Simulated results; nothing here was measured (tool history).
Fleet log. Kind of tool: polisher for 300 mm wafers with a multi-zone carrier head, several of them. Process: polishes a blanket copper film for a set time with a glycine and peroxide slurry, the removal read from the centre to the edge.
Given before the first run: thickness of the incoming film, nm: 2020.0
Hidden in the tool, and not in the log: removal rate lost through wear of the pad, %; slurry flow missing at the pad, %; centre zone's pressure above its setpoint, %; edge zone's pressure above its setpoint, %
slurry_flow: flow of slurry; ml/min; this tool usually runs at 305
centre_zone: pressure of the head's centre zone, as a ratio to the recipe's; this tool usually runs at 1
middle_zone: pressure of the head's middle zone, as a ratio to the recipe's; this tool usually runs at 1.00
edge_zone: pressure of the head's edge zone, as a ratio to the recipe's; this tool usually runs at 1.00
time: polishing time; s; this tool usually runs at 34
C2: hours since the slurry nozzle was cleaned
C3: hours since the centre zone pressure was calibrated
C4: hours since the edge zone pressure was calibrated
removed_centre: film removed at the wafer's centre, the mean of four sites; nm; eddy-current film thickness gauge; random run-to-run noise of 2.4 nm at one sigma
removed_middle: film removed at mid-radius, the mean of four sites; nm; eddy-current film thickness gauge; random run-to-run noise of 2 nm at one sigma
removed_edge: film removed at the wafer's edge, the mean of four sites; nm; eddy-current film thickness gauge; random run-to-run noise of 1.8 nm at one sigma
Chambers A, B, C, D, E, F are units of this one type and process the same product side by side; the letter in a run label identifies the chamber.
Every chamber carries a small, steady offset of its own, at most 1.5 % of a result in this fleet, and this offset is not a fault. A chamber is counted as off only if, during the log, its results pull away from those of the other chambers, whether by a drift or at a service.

At hour 2.2: chamber A: centre zone pressure recalibrated.
At hour 4.4: chamber F: worn pad replaced by a new one.
At hour 4.4: chamber D: edge zone pressure recalibrated.
At hour 5.9: chamber D: slurry nozzle cleaned.
At hour 5.9: chamber A: worn pad replaced by a new one.
Run 1F, hour 9.3: usual settings; wafers polished on this pad 67; C2 429.8; C3 66.4; C4 207.4. Result: removed_centre 162.43 nm, removed_middle 164.25 nm, removed_edge 163.71 nm.
At hour 10.7: chamber C: worn pad replaced by a new one.
Run 2B, hour 15.6: usual settings; wafers polished on this pad 723; C2 49.6; C3 571.7; C4 354.2. Result: removed_centre 160.85 nm, removed_middle 165.87 nm, removed_edge 167.67 nm.
Run 3C, hour 24.9: usual settings; wafers polished on this pad 194; C2 568.4; C3 643.3; C4 110.4. Result: removed_centre 164.05 nm, removed_middle 163.42 nm, removed_edge 164.78 nm.
Run 4E, hour 30.7: usual settings; wafers polished on this pad 492; C2 538.7; C3 361.2; C4 727.6. Result: removed_centre 162.51 nm, removed_middle 163.87 nm, removed_edge 166.61 nm.
At hour 33.6: chamber D: worn pad replaced by a new one.
Run 5D, hour 35.9: usual settings; wafers polished on this pad 31; C2 30.0; C3 258.0; C4 31.5. Result: removed_centre 163.56 nm, removed_middle 163.35 nm, removed_edge 163.31 nm.
Run 6A, hour 43.4: usual settings; wafers polished on this pad 512; C2 326.5; C3 41.2; C4 738.8. Result: removed_centre 165.89 nm, removed_middle 163.86 nm, removed_edge 161.32 nm.
At hour 49.2: chamber B: edge zone pressure recalibrated.
Run 7A, hour 49.5: usual settings; wafers polished on this pad 595; C2 332.6; C3 47.3; C4 744.9. Result: removed_centre 165.21 nm, removed_middle 166.20 nm, removed_edge 165.95 nm.
Run 8D, hour 56.0: usual settings; wafers polished on this pad 305; C2 50.1; C3 278.1; C4 51.6. Result: removed_centre 165.81 nm, removed_middle 159.15 nm, removed_edge 164.61 nm.
Run 9B, hour 67.1: usual settings; wafers polished on this pad 1425; C2 101.1; C3 623.2; C4 17.9. Result: removed_centre 167.08 nm, removed_middle 163.56 nm, removed_edge 164.84 nm.
At hour 71.0: chamber E: worn pad replaced by a new one.
Run 10E, hour 78.2: usual settings; wafers polished on this pad 98; C2 586.2; C3 408.7; C4 775.1. Result: removed_centre 162.12 nm, removed_middle 163.20 nm, removed_edge 166.80 nm.
Run 11C, hour 89.2: usual settings; wafers polished on this pad 1070; C2 632.7; C3 707.6; C4 174.7. Result: removed_centre 164.58 nm, removed_middle 164.75 nm, removed_edge 162.39 nm.
At hour 91.3: chamber F: worn pad replaced by a new one.
Run 12F, hour 95.5: usual settings; wafers polished on this pad 58; C2 516.0; C3 152.6; C4 293.6. Result: removed_centre 163.19 nm, removed_middle 162.69 nm, removed_edge 161.26 nm.
Run 13B, hour 101.0: usual settings but edge_zone 1.09; wafers polished on this pad 1887; C2 135.0; C3 657.1; C4 51.8. Result: removed_centre 162.57 nm, removed_middle 161.75 nm, removed_edge 174.44 nm.
At hour 103.7: chamber D: worn pad replaced by a new one.
Run 14D, hour 105.8: usual settings but edge_zone 1.09; wafers polished on this pad 29; C2 99.9; C3 327.9; C4 101.4. Result: removed_centre 164.60 nm, removed_middle 164.29 nm, removed_edge 169.31 nm.
Run 15E, hour 112.9: usual settings but edge_zone 1.09; wafers polished on this pad 571; C2 620.9; C3 443.4; C4 809.8. Result: removed_centre 166.88 nm, removed_middle 162.27 nm, removed_edge 170.86 nm.
At hour 114.8: chamber A: worn pad replaced by a new one.
At hour 117.3: chamber C: worn pad replaced by a new one.
Run 16C, hour 121.4: usual settings but edge_zone 1.09; wafers polished on this pad 56; C2 664.9; C3 739.8; C4 206.9. Result: removed_centre 166.59 nm, removed_middle 163.56 nm, removed_edge 172.05 nm.
Run 17F, hour 131.5: usual settings but edge_zone 1.09; wafers polished on this pad 548; C2 552.0; C3 188.6; C4 329.6. Result: removed_centre 164.37 nm, removed_middle 166.85 nm, removed_edge 175.63 nm.
Run 18A, hour 140.0: usual settings but edge_zone 1.09; wafers polished on this pad 343; C2 423.1; C3 137.8; C4 835.4. Result: removed_centre 164.69 nm, removed_middle 167.85 nm, removed_edge 171.74 nm.
Run 19B, hour 147.2: usual settings; wafers polished on this pad 2516; C2 181.2; C3 703.3; C4 98.0. Result: removed_centre 161.37 nm, removed_middle 158.14 nm, removed_edge 164.05 nm.
At hour 150.4: chamber E: worn pad replaced by a new one.
Run 20C, hour 156.1: usual settings; wafers polished on this pad 529; C2 699.6; C3 774.5; C4 241.6. Result: removed_centre 167.71 nm, removed_middle 161.01 nm, removed_edge 161.01 nm.
Run 21D, hour 163.4: usual settings; wafers polished on this pad 814; C2 157.5; C3 385.5; C4 159.0. Result: removed_centre 168.70 nm, removed_middle 163.50 nm, removed_edge 164.33 nm.
At hour 169.4: chamber D: worn pad replaced by a new one.
Run 22E, hour 171.3: usual settings but middle_zone 0.92, edge_zone 0.94; wafers polished on this pad 285; C2 679.3; C3 501.8; C4 868.2. Result: removed_centre 164.74 nm, removed_middle 154.54 nm, removed_edge 162.54 nm.
Run 23F, hour 180.5: usual settings but middle_zone 0.92, edge_zone 0.94; wafers polished on this pad 1216; C2 601.0; C3 237.6; C4 378.6. Result: removed_centre 168.08 nm, removed_middle 152.24 nm, removed_edge 159.93 nm.
At hour 184.9: chamber F: worn pad replaced by a new one.
Run 24A, hour 189.6: usual settings but middle_zone 0.92, edge_zone 0.94; wafers polished on this pad 1019; C2 472.7; C3 187.4; C4 885.0. Result: removed_centre 166.37 nm, removed_middle 149.26 nm, removed_edge 158.91 nm.
Run 25A, hour 194.8: usual settings but middle_zone 0.92, edge_zone 0.94; wafers polished on this pad 1090; C2 477.9; C3 192.6; C4 890.2. Result: removed_centre 164.26 nm, removed_middle 151.14 nm, removed_edge 160.71 nm.
At hour 199.6: chamber E: slurry nozzle cleaned.
Run 26E, hour 203.1: usual settings but middle_zone 0.92, edge_zone 0.94; wafers polished on this pad 718; C2 3.6; C3 533.6; C4 900.0. Result: removed_centre 168.94 nm, removed_middle 157.41 nm, removed_edge 162.74 nm.
Run 27F, hour 210.4: usual settings but middle_zone 0.92, edge_zone 0.94; wafers polished on this pad 347; C2 630.9; C3 267.5; C4 408.5. Result: removed_centre 163.57 nm, removed_middle 149.13 nm, removed_edge 158.20 nm.
At hour 215.8: chamber E: edge zone pressure recalibrated.
Run 28D, hour 220.4: usual settings; wafers polished on this pad 695; C2 214.5; C3 442.5; C4 216.0. Result: removed_centre 164.99 nm, removed_middle 164.53 nm, removed_edge 167.83 nm.
At hour 224.2: chamber E: worn pad replaced by a new one.
At hour 227.6: chamber A: worn pad replaced by a new one.
At hour 228.2: chamber E: centre zone pressure recalibrated.
Run 29C, hour 228.8: usual settings; wafers polished on this pad 1520; C2 772.3; C3 847.2; C4 314.3. Result: removed_centre 165.10 nm, removed_middle 162.57 nm, removed_edge 163.83 nm.
At hour 230.4: chamber C: worn pad replaced by a new one.
At hour 231.2: chamber D: worn pad replaced by a new one.
Run 30B, hour 239.4: usual settings; wafers polished on this pad 3772; C2 273.4; C3 795.5; C4 190.2. Result: removed_centre 152.73 nm, removed_middle 152.70 nm, removed_edge 153.28 nm.
At hour 240.6: chamber C: centre zone pressure recalibrated.
Run 31A, hour 246.7: usual settings; wafers polished on this pad 261; C2 529.8; C3 244.5; C4 942.1. Result: removed_centre 164.30 nm, removed_middle 164.05 nm, removed_edge 166.62 nm.
At hour 255.4: chamber C: slurry nozzle cleaned.
Run 32F, hour 256.2: usual settings; wafers polished on this pad 971; C2 676.7; C3 313.3; C4 454.3. Result: removed_centre 163.66 nm, removed_middle 166.22 nm, removed_edge 168.99 nm.
Run 33E, hour 266.8: usual settings; wafers polished on this pad 581; C2 67.3; C3 38.6; C4 51.0. Result: removed_centre 161.16 nm, removed_middle 165.25 nm, removed_edge 167.52 nm.
Run 34D, hour 276.8: usual settings; wafers polished on this pad 621; C2 270.9; C3 498.9; C4 272.4. Result: removed_centre 171.57 nm, removed_middle 163.62 nm, removed_edge 163.68 nm.
Run 35B, hour 284.4: usual settings; wafers polished on this pad 4385; C2 318.4; C3 840.5; C4 235.2. Result: removed_centre 151.67 nm, removed_middle 145.02 nm, removed_edge 151.76 nm.
Run 36C, hour 293.7: usual settings but middle_zone 1.09, edge_zone 1.10; wafers polished on this pad 862; C2 38.4; C3 53.1; C4 379.2. Result: removed_centre 164.07 nm, removed_middle 179.16 nm, removed_edge 172.98 nm.
Run 37E, hour 299.9: usual settings but middle_zone 1.09, edge_zone 1.10; wafers polished on this pad 1032; C2 100.4; C3 71.7; C4 84.1. Result: removed_centre 164.01 nm, removed_middle 176.06 nm, removed_edge 171.56 nm.
Run 38B, hour 309.5: usual settings but middle_zone 1.09, edge_zone 1.10; wafers polished on this pad 4727; C2 343.5; C3 865.6; C4 260.3. Result: removed_centre 144.27 nm, removed_middle 153.66 nm, removed_edge 155.05 nm.

Has any chamber moved away from the others, gradually or after a service, or does the common gauge drift, or do the chambers differ only by their own small steady offsets? State the chamber and the most likely cause if one applies.

Chamber B drifts away from the others.
Likeliest cause: removal rate lost through wear of the pad, % = 12.2.

Here are 4 candidates for chamber B's next run, each the usual settings with a change, their results left as question marks. Which one brings its results back in line with what the others give on the usual settings?
Allowed miss from the other chambers' usual-settings mean, per result, to count as in line: removed_centre 8.40 nm; removed_middle 7.00 nm; removed_edge 6.40 nm
Run 39B-1, hour 317.5: usual settings but slurry_flow 300 ml/min, centre_zone 0.99, middle_zone 0.99, time 30 s. Result: removed_centre ?, removed_middle ?, removed_edge ?.
Run 39B-2, hour 317.5: usual settings but slurry_flow 310 ml/min, centre_zone 1.01, middle_zone 1.01, time 38 s. Result: removed_centre ?, removed_middle ?, removed_edge ?.
Run 39B-3, hour 317.5: usual settings but slurry_flow 315 ml/min, centre_zone 1.02, middle_zone 1.02, edge_zone 0.99, time 43 s. Result: removed_centre ?, removed_middle ?, removed_edge ?.
Run 39B-4, hour 317.5: usual settings but slurry_flow 300 ml/min, centre_zone 0.98, middle_zone 0.98, edge_zone 1.01, time 27 s. Result: removed_centre ?, removed_middle ?, removed_edge ?.

Mean of the other chambers on the usual settings: removed_centre 165.00 nm; removed_middle 164.07 nm; removed_edge 164.84 nm
  run  removed_centre  removed_middle  removed_edge
39B-1          126.00          125.86        128.72
39B-2          163.77          162.87        163.40
39B-3          187.68          186.25        184.12
39B-4          112.12          112.22        116.47
39B-2 brings the chamber back in line.
